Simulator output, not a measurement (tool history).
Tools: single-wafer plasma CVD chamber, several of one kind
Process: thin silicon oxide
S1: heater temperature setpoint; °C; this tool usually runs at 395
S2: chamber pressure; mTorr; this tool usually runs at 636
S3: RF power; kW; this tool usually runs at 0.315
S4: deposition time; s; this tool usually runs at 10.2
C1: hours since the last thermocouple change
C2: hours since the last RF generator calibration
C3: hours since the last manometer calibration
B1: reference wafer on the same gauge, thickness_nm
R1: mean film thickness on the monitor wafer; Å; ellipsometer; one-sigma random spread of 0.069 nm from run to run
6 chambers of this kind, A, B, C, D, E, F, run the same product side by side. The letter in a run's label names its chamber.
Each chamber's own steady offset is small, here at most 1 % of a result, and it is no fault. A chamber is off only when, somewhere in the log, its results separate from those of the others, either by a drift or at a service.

Run 1D, hour 10.2: usual settings; C1 242.6; C2 544.8; C3 1514.2; B1 14.003. Result: R1 152.59 Å.
Run 2E, hour 23.2: usual settings; C1 764.7; C2 556.5; C3 997.8; B1 13.996. Result: R1 149.69 Å.
Run 3C, hour 30.9: usual settings; C1 824.8; C2 758.8; C3 2326.1; B1 13.997. Result: R1 151 Å.
Run 4F, hour 42.8: usual settings; C1 451.4; C2 318.2; C3 2023.3; B1 14.023. Result: R1 151.59 Å.
Run 5B, hour 49.9: usual settings; C1 1303.4; C2 567.9; C3 2394.3; B1 14.003. Result: R1 152.13 Å.
Run 6A, hour 57.4: usual settings; C1 1324.3; C2 439.1; C3 1208.3; B1 14.008. Result: R1 152.23 Å.
Run 7A, hour 66.9: usual settings; C1 1333.8; C2 448.6; C3 1217.8; B1 14.004. Result: R1 152.27 Å.
Run 8D, hour 80.3: usual settings but S3 0.28 kW, S4 8.7 s; C1 312.7; C2 614.9; C3 1584.3; B1 14.014. Result: R1 124.28 Å.
Run 9C, hour 87.8: usual settings but S3 0.28 kW, S4 8.7 s; C1 881.7; C2 815.7; C3 2383; B1 14.019. Result: R1 123.06 Å.
Run 10E, hour 95.4: usual settings but S3 0.28 kW, S4 8.7 s; C1 836.9; C2 628.7; C3 1070; B1 13.986. Result: R1 122.2 Å.
Run 11F, hour 102.9: usual settings but S3 0.28 kW, S4 8.7 s; C1 511.5; C2 378.3; C3 2083.4; B1 13.996. Result: R1 124.6 Å.
Run 12B, hour 112.9: usual settings but S3 0.28 kW, S4 8.7 s; C1 1366.4; C2 630.9; C3 2457.3; B1 14.001. Result: R1 122.91 Å.
Run 13E, hour 122.1: usual settings but S3 0.28 kW, S4 8.7 s; C1 863.6; C2 655.4; C3 1096.7; B1 13.996. Result: R1 123.14 Å.
At hour 130: chamber C: RF generator calibrated.
Run 14C, hour 132: usual settings; C1 925.9; C2 2; C3 2427.2; B1 13.994. Result: R1 151.08 Å.
Run 15A, hour 138: usual settings but S1 406 °C, S2 787 mTorr; C1 1404.9; C2 519.7; C3 1288.9; B1 14.014. Result: R1 187.6 Å.
At hour 140.8: chamber A: thermocouple changed; heater temperature recalibrated.
At hour 142.8: chamber C: capacitance manometer re-zeroed and calibrated.
Run 16F, hour 146.3: usual settings but S1 406 °C, S2 787 mTorr; C1 554.9; C2 421.7; C3 2126.8; B1 13.992. Result: R1 187.06 Å.
Run 17D, hour 155.1: usual settings but S1 406 °C, S2 787 mTorr; C1 387.5; C2 689.7; C3 1659.1; B1 14.003. Result: R1 187.68 Å.
Run 18B, hour 167.3: usual settings but S1 406 °C, S2 787 mTorr; C1 1420.8; C2 685.3; C3 2511.7; B1 14.009. Result: R1 188.48 Å.
Run 19B, hour 180.1: usual settings but S1 406 °C, S2 787 mTorr; C1 1433.6; C2 698.1; C3 2524.5; B1 14.008. Result: R1 186.63 Å.
Run 20C, hour 191.1: usual settings but S1 406 °C, S2 787 mTorr; C1 985; C2 61.1; C3 48.4; B1 14.004. Result: R1 199.18 Å.
Run 21F, hour 202.1: usual settings; C1 610.7; C2 477.5; C3 2182.6; B1 13.995. Result: R1 153.27 Å.
Run 22A, hour 211.5: usual settings; C1 70.7; C2 593.2; C3 1362.4; B1 13.995. Result: R1 152.06 Å.
Run 23E, hour 221.6: usual settings; C1 963.1; C2 754.9; C3 1196.2; B1 14.007. Result: R1 150.2 Å.
Run 24D, hour 234.7: usual settings; C1 467.1; C2 769.3; C3 1738.7; B1 13.997. Result: R1 152.57 Å.
Run 25F, hour 241.8: usual settings; C1 650.4; C2 517.2; C3 2222.3; B1 13.994. Result: R1 151.7 Å.
Run 26A, hour 251.5: usual settings; C1 110.7; C2 633.2; C3 1402.4; B1 14.013. Result: R1 151.46 Å.
Run 27B, hour 260.3: usual settings; C1 1513.8; C2 778.3; C3 2604.7; B1 14.001. Result: R1 151.64 Å.
Run 28E, hour 270.3: usual settings; C1 1011.8; C2 803.6; C3 1244.9; B1 13.985. Result: R1 150.32 Å.
Run 29C, hour 279.7: usual settings; C1 1073.6; C2 149.7; C3 137; B1 13.992. Result: R1 160.12 Å.
Run 30D, hour 291.1: usual settings but S1 385 °C, S4 11 s; C1 523.5; C2 825.7; C3 1795.1; B1 14.002. Result: R1 166.07 Å.
Run 31F, hour 300.5: usual settings but S1 385 °C, S4 11 s; C1 709.1; C2 575.9; C3 2281; B1 14. Result: R1 164.65 Å.
At hour 306.6: chamber E: thermocouple changed; heater temperature recalibrated.
Run 32B, hour 313.7: usual settings but S1 385 °C, S4 11 s; C1 1567.2; C2 831.7; C3 2658.1; B1 14.029. Result: R1 164.48 Å.
Run 33D, hour 323.3: usual settings but S1 385 °C, S4 11 s; C1 555.7; C2 857.9; C3 1827.3; B1 13.991. Result: R1 165.32 Å.
At hour 327.2: chamber D: capacitance manometer re-zeroed and calibrated.
Run 34E, hour 330.4: usual settings but S1 385 °C, S4 11 s; C1 23.9; C2 863.7; C3 1305; B1 14.002. Result: R1 161.82 Å.
Run 35A, hour 337.3: usual settings but S1 385 °C, S4 11 s; C1 196.5; C2 719; C3 1488.2; B1 14.005. Result: R1 164.35 Å.
Run 36C, hour 347.5: usual settings but S1 408 °C, S4 8.7 s; C1 1141.4; C2 217.5; C3 204.8; B1 13.997. Result: R1 135.55 Å.
Run 37F, hour 359.1: usual settings but S1 408 °C, S4 8.7 s; C1 767.7; C2 634.5; C3 2339.6; B1 14.009. Result: R1 129.08 Å.
Run 38E, hour 365.2: usual settings but S1 408 °C, S4 8.7 s; C1 58.7; C2 898.5; C3 1339.8; B1 13.981. Result: R1 126.06 Å.
Run 39D, hour 371.9: usual settings but S1 408 °C, S4 8.7 s; C1 604.3; C2 906.5; C3 44.7; B1 13.989. Result: R1 128.27 Å.
Run 40C, hour 379.8: usual settings but S1 408 °C, S4 8.7 s; C1 1173.7; C2 249.8; C3 237.1; B1 13.998. Result: R1 136.41 Å.

One chamber off, gauge drift, or nothing amiss beyond the chambers' own small offsets? If it is a chamber, which one, and what is the likeliest cause?

A service left chamber C off against the others.
What lies behind it: true pressure above the setpoint (%) = 5.12.

Here are 4 candidates for chamber C's next run, each the usual settings with a change, their results left as question marks. Which one brings its results back in line with what the others give on the usual settings?
A result is in line if it is within this distance of the other chambers' mean on the usual settings: R1 2.4 Å
Run 41C-1, hour 389.4: usual settings but S2 646 mTorr, S4 10.3 s. Result: R1 ?.
Run 41C-2, hour 389.4: usual settings but S2 615 mTorr, S4 10 s. Result: R1 ?.
Run 41C-3, hour 389.4: usual settings but S2 656 mTorr, S4 10.4 s. Result: R1 ?.
Run 41C-4, hour 389.4: usual settings but S2 621 mTorr. Result: R1 ?.

Mean of the other chambers on the usual settings: R1 151.49 Å
  run      R1
41C-1  165.15
41C-2  152.04
41C-3  169.46
41C-4  156.71
41C-2 is the one that brings the chamber's results back in line with the other chambers.
